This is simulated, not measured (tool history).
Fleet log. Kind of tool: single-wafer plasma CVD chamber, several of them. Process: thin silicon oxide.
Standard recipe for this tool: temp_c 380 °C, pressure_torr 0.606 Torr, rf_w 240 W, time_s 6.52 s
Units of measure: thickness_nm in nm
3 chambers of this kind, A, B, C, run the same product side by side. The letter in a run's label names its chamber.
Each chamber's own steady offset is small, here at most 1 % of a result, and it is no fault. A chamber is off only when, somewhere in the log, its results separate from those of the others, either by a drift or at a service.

run     day  temp_c  pressure_torr  rf_w  time_s  hours since the last thermocouple change  hours since the last RF generator calibration  hours since the last manometer calibration  read-back reference wafer on the same gauge, thickness_nm  thickness_nm
 1C   0.425     380          0.606   240    6.52                                    1084.9                                          666.8                                       865.9                                                     9.5202        8.2808
 2A   0.617     380          0.606   240    6.52                                     340.1                                          142.1                                       812.3                                                     9.5310        8.2441
 3B   0.829     380          0.606   240    6.52                                      68.5                                           69.3                                       426.4                                                     9.5376        8.3051
 4A   1.238     380          0.606   240    6.52                                     355.0                                          157.0                                       827.2                                                     9.5364        8.2091
 5C   1.542     380          0.606   240    6.52                                    1111.7                                          693.6                                       892.7                                                     9.5280        8.2692
 6B   1.862     380          0.606   240    6.52                                      93.3                                           94.1                                       451.2                                                     9.5214        8.3338
 7A   2.142     380          0.606   240    6.52                                     376.7                                          178.7                                       848.9                                                     9.5215        8.2469
 8C   2.429     380          0.606   240    6.52                                    1133.0                                          714.9                                       914.0                                                     9.5338        8.2091
 9B   2.692     394          0.606   240    7.77                                     113.2                                          114.0                                       471.1                                                     9.5229        9.8472
10C   3.017     394          0.606   240    7.77                                    1147.1                                          729.0                                       928.1                                                     9.5381        9.6586
11A   3.362     394          0.606   240    7.77                                     406.0                                          208.0                                       878.2                                                     9.5446        9.6901
12B   3.762     380          0.606   200    6.52                                     138.9                                          139.7                                       496.8                                                     9.5384        7.6044
13C   4.150     380          0.606   200    6.52                                    1174.3                                          756.2                                       955.3                                                     9.5228        7.4820
14B   4.583     380          0.606   200    6.52                                     158.6                                          159.4                                       516.5                                                     9.5390        7.6193
15A   4.983     387          0.606   240    5.97                                     444.9                                          246.9                                       917.1                                                     9.5385        7.5108
16B   5.238     387          0.606   240    5.97                                     174.3                                          175.1                                       532.2                                                     9.5289        7.5671
17C   5.500     387          0.606   240    5.97                                    1206.7                                          788.6                                       987.7                                                     9.5324        7.3862
18A   5.842     380          0.606   240    6.52                                     465.5                                          267.5                                       937.7                                                     9.5231        8.2984
19B   6.175     380          0.606   240    6.52                                     196.8                                          197.6                                       554.7                                                     9.5152        8.2883
20A   6.392     380          0.606   240    6.52                                     478.7                                          280.7                                       950.9                                                     9.5268        8.2677
21C   6.629     380          0.606   240    6.52                                    1233.8                                          815.7                                      1014.8                                                     9.5315        8.0706
22B   6.996     380          0.606   240    6.52                                     216.5                                          217.3                                       574.4                                                     9.5214        8.2295
23C   7.371     380          0.606   240    6.52                                    1251.6                                          833.5                                      1032.6                                                     9.5305        8.0261
24A   7.792     380          0.606   240    6.52                                     512.3                                          314.3                                       984.5                                                     9.5335        8.2454
25C   8.083     380          0.606   240    6.52                                    1268.7                                          850.6                                      1049.7                                                     9.5268        7.9879
26B   8.517     380          0.606   240    6.52                                     253.0                                          253.8                                       610.9                                                     9.5258        8.3462
27A   8.862     380          0.606   240    6.52                                     538.0                                          340.0                                      1010.2                                                     9.5374        8.2441
28B   9.154     380          0.606   240    6.52                                     268.3                                          269.1                                       626.2                                                     9.5271        8.3026
29C   9.462     380          0.606   240    6.52                                    1301.8                                          883.7                                      1082.8                                                     9.5223        7.9845
30A   9.888     380          0.606   240    6.52                                     562.6                                          364.6                                      1034.8                                                     9.5304        8.2368
31C  10.312     380          0.606   240    6.52                                    1322.2                                          904.1                                      1103.2                                                     9.5439        7.7824
32A  10.521     380          0.606   240    6.52                                     577.8                                          379.8                                      1050.0                                                     9.5418        8.2721
33B  10.808     380          0.527   240    6.52                                     308.0                                          308.8                                       665.9                                                     9.5383        7.1057
34C  11.083     380          0.527   240    6.52                                    1340.7                                          922.6                                      1121.7                                                     9.5300        6.6416
35A  11.379     380          0.527   240    6.52                                     598.4                                          400.4                                      1070.6                                                     9.5266        7.0482
36B  11.754     380          0.606   240    6.52                                     330.7                                          331.5                                       688.6                                                     9.5270        8.3190
37C  12.104     370          0.606   195    6.52                                    1365.2                                          947.1                                      1146.2                                                     9.5286        7.1120
38B  12.404     370          0.606   195    6.52                                     346.3                                          347.1                                       704.2                                                     9.5362        7.5801

Is one chamber out of step, is the gauge drifting, or do the chambers differ by no more than their own small offsets? For an off chamber, give its letter and the likeliest cause.

One chamber, C, drifts off from the rest bit by bit.
Most likely cause: true pressure below the setpoint (%) = 5.27.

Chamber C could run next with any of the 4 candidate recipes listed below; each alters the usual settings, and their results appear as question marks. Which one brings its results back in line with what the other chambers deliver on the usual settings?
In line here means within this much of the mean the other chambers give on the usual settings: thickness_nm 0.1300 nm
39C-1  12.717     380          0.606   235    6.20                                                                                                                                                                                                             ?
39C-2  12.717     380          0.628   240    6.65                                                                                                                                                                                                             ?
39C-3  12.717     380          0.597   240    6.47                                                                                                                                                                                                             ?
39C-4  12.717     380          0.615   240    6.57                                                                                                                                                                                                             ?

On the usual settings, the other chambers give on average: thickness_nm 8.2687 nm
  run  thickness_nm
39C-1        7.3384
39C-2        8.2710
39C-3        7.6030
39C-4        7.9850
It is 39C-2 that realigns the chamber with its peers.

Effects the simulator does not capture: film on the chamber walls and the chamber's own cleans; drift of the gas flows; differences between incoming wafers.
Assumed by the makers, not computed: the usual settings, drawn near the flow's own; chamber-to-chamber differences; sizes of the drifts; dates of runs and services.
